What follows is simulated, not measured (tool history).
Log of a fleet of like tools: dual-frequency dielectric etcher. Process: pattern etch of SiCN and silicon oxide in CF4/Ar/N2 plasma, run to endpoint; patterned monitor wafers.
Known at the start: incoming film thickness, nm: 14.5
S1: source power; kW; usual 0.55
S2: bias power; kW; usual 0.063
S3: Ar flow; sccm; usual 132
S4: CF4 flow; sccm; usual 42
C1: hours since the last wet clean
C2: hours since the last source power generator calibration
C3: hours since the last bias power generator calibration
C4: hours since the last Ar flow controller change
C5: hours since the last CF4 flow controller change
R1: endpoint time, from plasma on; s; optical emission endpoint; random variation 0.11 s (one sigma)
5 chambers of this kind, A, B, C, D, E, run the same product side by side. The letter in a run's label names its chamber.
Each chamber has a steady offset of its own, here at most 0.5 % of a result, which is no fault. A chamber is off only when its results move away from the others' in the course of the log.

run   hour    S1     S2   S3  S4     C1      C2      C3      C4      C5      R1
 1A    7.3  0.55  0.063  132  42  129.4   740.9  2221.2  1312.8  2396.3  17.075
 2C   15.5  0.55  0.063  132  42  219.5   519.1   208.2  3031.7  2527.9  16.819
 3D   24.4  0.55  0.063  132  42  280.2   510.5   658.4  3248.7  5066.7  16.736
 4E   31.4  0.55  0.063  132  42   82.3  2971.9      36  3818.6  4812.8  16.767
      32.9  -- chamber B: wet clean of the chamber
      38.9  -- chamber D: Ar flow controller replaced
 5B   39.6  0.55  0.063  132  42    6.7   878.7  2552.7  1097.6  1081.4  16.934
      41.2  -- chamber A: bias power generator calibrated
      42.4  -- chamber E: CF4 flow controller replaced
 6E   46.7  0.55  0.063  132  42   97.6  2987.2    51.3  3833.9     4.4  17.009
 7D   54.4  0.55  0.063  132  42  310.2   540.5   688.4    15.5  5096.7  16.809
 8A   60.9  0.55  0.063  132  42    183   794.5    19.8  1366.4  2449.9  16.961
 9B     66  0.55  0.063  132  42   33.1   905.1  2579.1    1124  1107.8  17.242
10C   74.8  0.48  0.052  132  42  278.8   578.4   267.5    3091  2587.2  20.521
11D   80.7  0.48  0.052  132  42  336.5   566.8   714.7    41.8    5123  20.184
12A     86  0.48  0.052  132  42  208.1   819.6    44.9  1391.5    2475   20.65
13B     91  0.48  0.052  132  42   58.1   930.1  2604.1    1149  1132.8  20.601
14E   97.2  0.48  0.052  132  42  148.1  3037.7   101.8  3884.4    54.9  20.411
15C  106.1  0.55  0.063  132  42  310.1   609.7   298.8  3122.3  2618.5  16.728
16A  112.7  0.55  0.063  132  42  234.8   846.3    71.6  1418.2  2501.7  16.918
17B    120  0.55  0.063  132  42   87.1   959.1  2633.1    1178  1161.8  17.154
18C  125.1  0.55  0.063  132  42  329.1   628.7   317.8  3141.3  2637.5  16.958
19E  129.6  0.55  0.063  132  42  180.5  3070.1   134.2  3916.8    87.3  16.866
20D  135.1  0.55  0.063  132  42  390.9   621.2   769.1    96.2  5177.4  16.718
21C  142.6  0.55  0.078  132  42  346.6   646.2   335.3  3158.8    2655  15.582
22A  147.7  0.55  0.078  132  42  269.8   881.3   106.6  1453.2  2536.7  15.585
     151.8  -- chamber E: source power generator calibrated
23B    153  0.55  0.078  132  42  120.1   992.1  2666.1    1211  1194.8  15.957
24D  161.2  0.55  0.078  132  42    417   647.3   795.2   122.3  5203.5  15.415
25E  168.4  0.55  0.078  132  42  219.3    16.6     173  3955.6   126.1  15.646
26E  172.6  0.55  0.063  132  42  223.5    20.8   177.2  3959.8   130.3  16.939
27D  181.4  0.55  0.063  132  42  437.2   667.5   815.4   142.5  5223.7  16.895
28B    190  0.55  0.063  132  42  157.1  1029.1  2703.1    1248  1231.8  17.476
29C  196.2  0.55  0.063  132  42  400.2   699.8   388.9  3212.4  2708.6  16.833
30A    205  0.55  0.063  145  42  327.1   938.6   163.9  1510.5    2594  17.089
31B  208.9  0.55  0.063  145  42    176    1048    2722  1266.9  1250.7   17.73
32C  213.3  0.55  0.063  145  42  417.3   716.9     406  3229.5  2725.7  17.018
33A  220.4  0.55  0.063  145  42  342.5     954   179.3  1525.9  2609.4  17.253
34E  225.9  0.55  0.063  145  42  276.8    74.1   230.5  4013.1   183.6  17.141
     226.8  -- chamber D: wet clean of the chamber
35D  233.3  0.55  0.063  132  42    6.5   719.4   867.3   194.4  5275.6  16.736
     234.9  -- chamber C: wet clean of the chamber
36B  241.8  0.55  0.063  132  42  208.9  1080.9  2754.9  1299.8  1283.6  17.429
37C  248.7  0.68  0.063  132  42   13.8   752.3   441.4  3264.9  2761.1  13.906
38E  255.6  0.68  0.063  132  42  306.5   103.8   260.2  4042.8   213.3  14.003

What goes on in this fleet: one chamber off, a drifting gauge, or nothing beyond the chambers' own small offsets? Name the chamber and the cause, if any.

Chamber B drifts away from the others.
Cause: source power that arrives under what is set, % = 4.1.
The log may not tell that from: etch rate under this chamber's usual, %.

Here are 4 candidates for chamber B's next run, each the usual settings with a change, their results left as question marks. Which one brings its results back in line with what the others give on the usual settings?
In line means no further than this from the other chambers' mean on the usual settings: R1 0.37 s
39B-1   262   0.6  0.063  130  43                       ?
39B-2   262  0.51  0.061  134  41                       ?
39B-3   262  0.53  0.062  133  42                       ?
39B-4   262  0.57  0.064  131  42                       ?

The other chambers' mean on the usual settings: R1 16.885 s
  run      R1
39B-1   16.19
39B-2  19.157
39B-3  18.307
39B-4   16.93
39B-4 brings the chamber back in line.

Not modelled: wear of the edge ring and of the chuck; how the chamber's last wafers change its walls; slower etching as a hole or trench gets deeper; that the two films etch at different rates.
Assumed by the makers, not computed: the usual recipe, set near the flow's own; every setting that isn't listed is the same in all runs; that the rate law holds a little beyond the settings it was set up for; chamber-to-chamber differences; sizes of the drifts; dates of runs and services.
